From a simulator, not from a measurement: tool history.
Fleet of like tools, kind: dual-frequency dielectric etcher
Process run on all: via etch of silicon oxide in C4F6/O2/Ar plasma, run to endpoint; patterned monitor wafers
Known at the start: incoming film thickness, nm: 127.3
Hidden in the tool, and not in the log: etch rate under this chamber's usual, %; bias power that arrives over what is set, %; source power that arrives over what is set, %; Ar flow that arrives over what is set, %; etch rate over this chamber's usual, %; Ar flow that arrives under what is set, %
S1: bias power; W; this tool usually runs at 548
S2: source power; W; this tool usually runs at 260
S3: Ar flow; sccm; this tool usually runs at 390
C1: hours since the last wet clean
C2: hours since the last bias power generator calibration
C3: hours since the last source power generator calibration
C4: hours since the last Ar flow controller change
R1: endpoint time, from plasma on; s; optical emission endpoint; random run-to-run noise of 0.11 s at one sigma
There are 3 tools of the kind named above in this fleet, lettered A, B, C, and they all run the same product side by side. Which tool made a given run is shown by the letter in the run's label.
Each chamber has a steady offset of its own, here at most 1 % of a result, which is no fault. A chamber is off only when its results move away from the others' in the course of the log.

| run | day | S1 | S2 | S3 | C1 | C2 | C3 | C4 | R1 |
|---|---|---|---|---|---|---|---|---|---|
| 1A | 0.242 | 548 | 260 | 390 | 169.2 | 2363.8 | 2661.4 | 1634.8 | 32.601 |
| 2C | 0.671 | 548 | 260 | 390 | 73.1 | 162.7 | 3456.2 | 4814.2 | 32.991 |
| 3B | 0.962 | 548 | 260 | 390 | 107.8 | 2169.5 | 736.5 | 2102.3 | 32.51 |
| 4A | 1.325 | 548 | 260 | 390 | 195.2 | 2389.8 | 2687.4 | 1660.8 | 32.872 |
| 5B | 1.583 | 548 | 260 | 390 | 122.7 | 2184.4 | 751.4 | 2117.2 | 32.653 |
| 6C | 1.842 | 548 | 260 | 390 | 101.2 | 190.8 | 3484.3 | 4842.3 | 32.872 |
| 7C | 2.246 | 548 | 260 | 390 | 110.9 | 200.5 | 3494 | 4852 | 32.892 |
| 8A | 2.65 | 548 | 260 | 390 | 227 | 2421.6 | 2719.2 | 1692.6 | 32.729 |
| 9B | 2.912 | 548 | 260 | 390 | 154.6 | 2216.3 | 783.3 | 2149.1 | 32.624 |
|  | 2.983 | chamber C: Ar flow controller replaced |
| 10A | 3.333 | 548 | 260 | 300 | 243.4 | 2438 | 2735.6 | 1709 | 31.676 |
| 11B | 3.538 | 548 | 260 | 300 | 169.6 | 2231.3 | 798.3 | 2164.1 | 31.616 |
| 12C | 3.779 | 548 | 260 | 300 | 147.7 | 237.3 | 3530.8 | 19.2 | 31.93 |
| 13B | 4.008 | 548 | 260 | 351 | 180.9 | 2242.6 | 809.6 | 2175.4 | 32.175 |
| 14C | 4.275 | 548 | 260 | 351 | 159.6 | 249.2 | 3542.7 | 31.1 | 32.731 |
| 15A | 4.55 | 548 | 260 | 351 | 272.6 | 2467.2 | 2764.8 | 1738.2 | 32.577 |
| 16A | 4.875 | 548 | 260 | 390 | 280.4 | 2475 | 2772.6 | 1746 | 32.925 |
|  | 5.062 | chamber A: source power generator calibrated |
| 17C | 5.108 | 548 | 260 | 390 | 179.6 | 269.2 | 3562.7 | 51.1 | 32.677 |
| 18B | 5.55 | 548 | 260 | 390 | 217.9 | 2279.6 | 846.6 | 2212.4 | 32.65 |
| 19B | 5.779 | 548 | 260 | 390 | 223.4 | 2285.1 | 852.1 | 2217.9 | 32.522 |
| 20C | 6.104 | 548 | 260 | 390 | 203.5 | 293.1 | 3586.6 | 75 | 32.935 |
| 21A | 6.383 | 548 | 260 | 390 | 316.6 | 2511.2 | 31.7 | 1782.2 | 33.401 |
| 22C | 6.675 | 548 | 310 | 484 | 217.2 | 306.8 | 3600.3 | 88.7 | 31.745 |
| 23A | 7.012 | 548 | 310 | 484 | 331.7 | 2526.3 | 46.8 | 1797.3 | 31.86 |
| 24B | 7.238 | 548 | 310 | 484 | 258.4 | 2320.1 | 887.1 | 2252.9 | 31.459 |
| 25A | 7.604 | 548 | 260 | 390 | 345.9 | 2540.5 | 61 | 1811.5 | 33.421 |
| 26C | 8.008 | 548 | 260 | 390 | 249.2 | 338.8 | 3632.3 | 120.7 | 32.757 |
| 27B | 8.333 | 548 | 260 | 390 | 284.7 | 2346.4 | 913.4 | 2279.2 | 32.634 |
| 28A | 8.742 | 415 | 260 | 390 | 373.2 | 2567.8 | 88.3 | 1838.8 | 37.549 |
| 29C | 8.962 | 415 | 260 | 390 | 272.1 | 361.7 | 3655.2 | 143.6 | 36.427 |
| 30B | 9.321 | 415 | 260 | 390 | 308.4 | 2370.1 | 937.1 | 2302.9 | 36.189 |
| 31B | 9.583 | 548 | 260 | 390 | 314.7 | 2376.4 | 943.4 | 2309.2 | 32.661 |
| 32C | 9.892 | 548 | 260 | 390 | 294.4 | 384 | 3677.5 | 165.9 | 33.093 |
| 33A | 10.321 | 548 | 260 | 390 | 411.1 | 2605.7 | 126.2 | 1876.7 | 34.153 |

Is one chamber off against the others, does the gauge drift, or is nothing wrong? If a chamber is off, say which, and what the likeliest cause is.

It is chamber A that slowly wanders off from its peers.
Most likely cause: etch rate under this chamber's usual, % = 4.76.

Here are 4 candidates for chamber A's next run, each the usual settings with a change, their results left as question marks. Which one brings its results back in line with what the others give on the usual settings?
A result is in line if it is within this distance of the other chambers' mean on the usual settings: R1 0.4 s
| 34A-1 | 10.638 | 489 | 260 | 402 |  |  |  |  | ? |
| 34A-2 | 10.638 | 607 | 260 | 378 |  |  |  |  | ? |
| 34A-3 | 10.638 | 548 | 250 | 397 |  |  |  |  | ? |
| 34A-4 | 10.638 | 575 | 260 | 390 |  |  |  |  | ? |

The mean the other chambers reach with the usual settings: R1 32.746 s
| run | R1 |
|---|---|
| 34A-1 | 35.913 |
| 34A-2 | 32.775 |
| 34A-3 | 34.802 |
| 34A-4 | 33.599 |
34A-2 puts the chamber back in line with the other chambers.
